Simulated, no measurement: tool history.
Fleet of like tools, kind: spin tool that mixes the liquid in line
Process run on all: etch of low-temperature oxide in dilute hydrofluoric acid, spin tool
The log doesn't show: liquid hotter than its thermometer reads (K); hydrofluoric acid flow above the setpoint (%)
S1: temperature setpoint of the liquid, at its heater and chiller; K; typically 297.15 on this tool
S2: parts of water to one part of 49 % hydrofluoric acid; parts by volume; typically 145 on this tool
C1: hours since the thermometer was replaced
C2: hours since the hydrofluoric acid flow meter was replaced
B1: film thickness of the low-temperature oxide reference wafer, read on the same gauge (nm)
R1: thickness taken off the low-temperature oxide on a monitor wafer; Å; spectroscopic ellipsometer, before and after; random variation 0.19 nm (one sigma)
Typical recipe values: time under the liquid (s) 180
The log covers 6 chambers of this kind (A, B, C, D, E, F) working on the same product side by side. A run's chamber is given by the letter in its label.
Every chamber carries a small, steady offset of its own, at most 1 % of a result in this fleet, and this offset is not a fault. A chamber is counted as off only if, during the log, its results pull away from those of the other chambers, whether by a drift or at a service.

{"run": "1E", "hour": 4.8, "S1": 297.15, "S2": 145, "time under the liquid (s)": 180, "C1": 543.7, "C2": 205.1, "B1": 149.99, "R1": 208.49}
{"run": "2D", "hour": 8.6, "S1": 297.15, "S2": 145, "time under the liquid (s)": 180, "C1": 1464.8, "C2": 478.8, "B1": 150.0, "R1": 205.33}
{"run": "3C", "hour": 14.4, "S1": 297.15, "S2": 145, "time under the liquid (s)": 180, "C1": 344.0, "C2": 342.6, "B1": 149.99, "R1": 203.43}
{"run": "4F", "hour": 17.7, "S1": 297.15, "S2": 145, "time under the liquid (s)": 180, "C1": 480.9, "C2": 265.7, "B1": 149.97, "R1": 203.62}
{"run": "5B", "hour": 22.8, "S1": 297.15, "S2": 145, "time under the liquid (s)": 180, "C1": 198.5, "C2": 1782.9, "B1": 149.94, "R1": 203.24}
{"run": "6A", "hour": 27.7, "S1": 297.15, "S2": 145, "time under the liquid (s)": 180, "C1": 1799.0, "C2": 2052.6, "B1": 150.02, "R1": 208.38}
{"run": "7B", "hour": 34.6, "S1": 297.15, "S2": 145, "time under the liquid (s)": 180, "C1": 210.3, "C2": 1794.7, "B1": 149.98, "R1": 205.92}
{"run": "8F", "hour": 38.6, "S1": 297.15, "S2": 145, "time under the liquid (s)": 180, "C1": 501.8, "C2": 286.6, "B1": 150.0, "R1": 208.44}
{"run": "9E", "hour": 45.3, "S1": 297.15, "S2": 145, "time under the liquid (s)": 180, "C1": 584.2, "C2": 245.6, "B1": 150.02, "R1": 208.59}
{"run": "10D", "hour": 48.6, "S1": 297.15, "S2": 145, "time under the liquid (s)": 180, "C1": 1504.8, "C2": 518.8, "B1": 150.02, "R1": 208.29}
{"run": "11A", "hour": 55.7, "S1": 297.15, "S2": 145, "time under the liquid (s)": 180, "C1": 1827.0, "C2": 2080.6, "B1": 149.93, "R1": 209.21}
{"run": "12C", "hour": 61.0, "S1": 297.15, "S2": 145, "time under the liquid (s)": 180, "C1": 390.6, "C2": 389.2, "B1": 149.97, "R1": 208.29}
{"hour": 61.5, "done": "chamber B: hydrofluoric acid flow meter replaced"}
{"run": "13A", "hour": 64.6, "S1": 297.15, "S2": 175, "time under the liquid (s)": 85, "C1": 1835.9, "C2": 2089.5, "B1": 149.98, "R1": 77.979}
{"run": "14F", "hour": 68.0, "S1": 297.15, "S2": 175, "time under the liquid (s)": 85, "C1": 531.2, "C2": 316.0, "B1": 150.02, "R1": 77.413}
{"run": "15C", "hour": 72.0, "S1": 297.15, "S2": 175, "time under the liquid (s)": 85, "C1": 401.6, "C2": 400.2, "B1": 149.97, "R1": 78.404}
{"run": "16D", "hour": 76.5, "S1": 297.15, "S2": 175, "time under the liquid (s)": 85, "C1": 1532.7, "C2": 546.7, "B1": 149.98, "R1": 77.142}
{"run": "17E", "hour": 80.0, "S1": 297.15, "S2": 175, "time under the liquid (s)": 85, "C1": 618.9, "C2": 280.3, "B1": 149.98, "R1": 79.171}
{"run": "18B", "hour": 86.3, "S1": 297.15, "S2": 175, "time under the liquid (s)": 85, "C1": 262.0, "C2": 24.9, "B1": 150.03, "R1": 78.515}
{"hour": 86.8, "done": "chamber F: thermometer replaced"}
{"run": "19E", "hour": 93.6, "S1": 297.15, "S2": 145, "time under the liquid (s)": 180, "C1": 632.5, "C2": 293.9, "B1": 150.05, "R1": 209.32}
{"run": "20A", "hour": 97.5, "S1": 297.15, "S2": 145, "time under the liquid (s)": 180, "C1": 1868.8, "C2": 2122.4, "B1": 150.05, "R1": 207.24}
{"hour": 103.9, "done": "chamber A: hydrofluoric acid flow meter replaced"}
{"run": "21C", "hour": 104.1, "S1": 297.15, "S2": 145, "time under the liquid (s)": 180, "C1": 433.7, "C2": 432.3, "B1": 149.97, "R1": 204.31}
{"run": "22D", "hour": 108.1, "S1": 297.15, "S2": 145, "time under the liquid (s)": 180, "C1": 1564.3, "C2": 578.3, "B1": 150.0, "R1": 208.1}
{"run": "23B", "hour": 113.3, "S1": 297.15, "S2": 145, "time under the liquid (s)": 180, "C1": 289.0, "C2": 51.9, "B1": 149.96, "R1": 209.68}
{"run": "24F", "hour": 117.9, "S1": 297.15, "S2": 145, "time under the liquid (s)": 180, "C1": 31.1, "C2": 365.9, "B1": 149.97, "R1": 206.27}
{"run": "25D", "hour": 122.9, "S1": 297.15, "S2": 145, "time under the liquid (s)": 180, "C1": 1579.1, "C2": 593.1, "B1": 150.03, "R1": 205.38}
{"run": "26A", "hour": 129.3, "S1": 297.15, "S2": 145, "time under the liquid (s)": 180, "C1": 1900.6, "C2": 25.5, "B1": 149.99, "R1": 210.26}
{"run": "27E", "hour": 132.7, "S1": 297.15, "S2": 145, "time under the liquid (s)": 180, "C1": 671.6, "C2": 333.0, "B1": 149.95, "R1": 210.01}
{"run": "28F", "hour": 137.8, "S1": 297.15, "S2": 145, "time under the liquid (s)": 180, "C1": 51.0, "C2": 385.8, "B1": 150.03, "R1": 205.98}
{"run": "29B", "hour": 144.6, "S1": 297.15, "S2": 145, "time under the liquid (s)": 180, "C1": 320.3, "C2": 83.2, "B1": 150.01, "R1": 206.91}
{"run": "30C", "hour": 149.9, "S1": 300.65, "S2": 145, "time under the liquid (s)": 130, "C1": 479.5, "C2": 478.1, "B1": 149.97, "R1": 169.49}
{"run": "31F", "hour": 155.2, "S1": 300.65, "S2": 145, "time under the liquid (s)": 130, "C1": 68.4, "C2": 403.2, "B1": 149.97, "R1": 170.0}
{"run": "32A", "hour": 162.5, "S1": 300.65, "S2": 145, "time under the liquid (s)": 130, "C1": 1933.8, "C2": 58.7, "B1": 149.99, "R1": 171.19}
{"run": "33C", "hour": 167.9, "S1": 300.65, "S2": 145, "time under the liquid (s)": 130, "C1": 497.5, "C2": 496.1, "B1": 149.95, "R1": 168.76}
{"run": "34D", "hour": 172.2, "S1": 300.65, "S2": 145, "time under the liquid (s)": 130, "C1": 1628.4, "C2": 642.4, "B1": 149.99, "R1": 169.88}
{"run": "35B", "hour": 175.4, "S1": 300.65, "S2": 145, "time under the liquid (s)": 130, "C1": 351.1, "C2": 114.0, "B1": 150.04, "R1": 170.54}
{"run": "36E", "hour": 179.3, "S1": 297.15, "S2": 145, "time under the liquid (s)": 180, "C1": 718.2, "C2": 379.6, "B1": 149.94, "R1": 208.79}
{"run": "37B", "hour": 184.1, "S1": 297.15, "S2": 145, "time under the liquid (s)": 180, "C1": 359.8, "C2": 122.7, "B1": 149.99, "R1": 208.27}
{"run": "38C", "hour": 187.7, "S1": 297.15, "S2": 145, "time under the liquid (s)": 120, "C1": 517.3, "C2": 515.9, "B1": 150.0, "R1": 137.3}
{"run": "39F", "hour": 194.8, "S1": 297.15, "S2": 145, "time under the liquid (s)": 120, "C1": 108.0, "C2": 442.8, "B1": 150.01, "R1": 137.75}

Does one chamber stand apart from the rest, does the shared gauge drift, or is all well apart from small per-chamber offsets? Give the chamber and the most likely cause, where there is one.

Nothing is wrong: each chamber keeps only its own small, steady offset and the gauge holds still.

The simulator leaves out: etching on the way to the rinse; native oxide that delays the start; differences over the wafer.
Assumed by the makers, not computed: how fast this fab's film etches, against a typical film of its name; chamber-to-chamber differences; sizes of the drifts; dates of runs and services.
